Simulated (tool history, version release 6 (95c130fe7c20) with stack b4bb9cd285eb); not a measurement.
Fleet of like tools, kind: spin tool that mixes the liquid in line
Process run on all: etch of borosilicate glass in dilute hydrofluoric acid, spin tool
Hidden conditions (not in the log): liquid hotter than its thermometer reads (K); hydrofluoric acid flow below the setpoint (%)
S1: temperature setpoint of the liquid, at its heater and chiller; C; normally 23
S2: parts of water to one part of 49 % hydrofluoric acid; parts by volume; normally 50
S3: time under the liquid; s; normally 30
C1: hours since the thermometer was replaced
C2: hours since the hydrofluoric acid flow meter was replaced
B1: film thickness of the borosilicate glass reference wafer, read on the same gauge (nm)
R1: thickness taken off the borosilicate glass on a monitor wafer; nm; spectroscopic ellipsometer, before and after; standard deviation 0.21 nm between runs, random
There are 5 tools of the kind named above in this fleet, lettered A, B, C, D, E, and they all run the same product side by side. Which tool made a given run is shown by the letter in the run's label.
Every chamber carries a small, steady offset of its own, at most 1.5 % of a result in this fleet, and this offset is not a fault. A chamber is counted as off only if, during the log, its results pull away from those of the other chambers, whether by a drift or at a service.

run,hour,S1,S2,S3,C1,C2,B1,R1
1E,7.8,23,50,30,977.2,633.6,39.977,21.933
2A,16.6,23,50,30,972.9,318.8,39.992,21.923
3C,23.2,23,50,30,369.8,462.5,39.976,21.401
4B,29.4,23,50,30,855.8,1340,39.996,22.319
5D,37.5,23,50,30,72.1,818.7,39.991,21.644
6B,45.3,23,50,30,871.7,1355.9,39.996,21.997
7C,54.5,23,50,30,401.1,493.8,40.011,21.782
8D,60.7,23,50,30,95.3,841.9,40.024,21.72
9E,64.8,23,50,30,1034.2,690.6,39.991,22.007
10A,71.3,23,50,30,1027.6,373.5,39.98,21.68
11D,77.8,23,50,30,112.4,859,39.989,21.595
12C,86.3,20.5,50,15,432.9,525.6,39.961,9.4787
13A,93.3,20.5,50,15,1049.6,395.5,39.986,9.8767
14E,101.4,20.5,50,15,1070.8,727.2,40,9.6954
15B,110.2,20.5,50,15,936.6,1420.8,40.022,9.9069
16A,117.3,20.5,50,15,1073.6,419.5,39.974,9.8786
17D,124.9,23,50,30,159.5,906.1,40.005,21.773
18B,129.2,23,50,30,955.6,1439.8,40.018,21.793
19E,138.4,23,50,30,1107.8,764.2,40.001,21.246
20C,147.6,21,50,20,494.2,586.9,40.003,13.027
21B,152.6,21,50,20,979,1463.2,39.99,13.683
22C,160.9,21,50,20,507.5,600.2,39.988,13.077
23E,167.4,21,50,20,1136.8,793.2,39.953,12.763
24D,176.5,21,50,20,211.1,957.7,39.977,13.43
25A,185.6,23,50,30,1141.9,487.8,39.976,22.017
26C,194.8,23,50,35,541.4,634.1,40.009,25.229
27D,202.3,23,50,35,236.9,983.5,40.02,25.58
28E,206.4,23,50,35,1175.8,832.2,39.994,23.513
29B,213.1,23,50,35,1039.5,1523.7,39.975,25.656
30A,220.9,23,50,35,1177.2,523.1,40.02,25.144
31B,228.6,23,50,30,1055,1539.2,40.023,22.002
32C,237.9,23,50,30,584.5,677.2,39.989,21.476
33A,245.4,26.5,50,30,1201.7,547.6,39.979,24.882

For the next run the whole fleet of 5 chambers uses the same settings. Give each chamber's results:
34A,252.2,23,50,30,,,,?
34B,252.2,23,50,30,,,,?
34C,252.2,23,50,30,,,,?
34D,252.2,23,50,30,,,,?
34E,252.2,23,50,30,,,,?

run,R1
34A,21.789
34B,21.919
34C,21.556
34D,21.874
34E,19.735
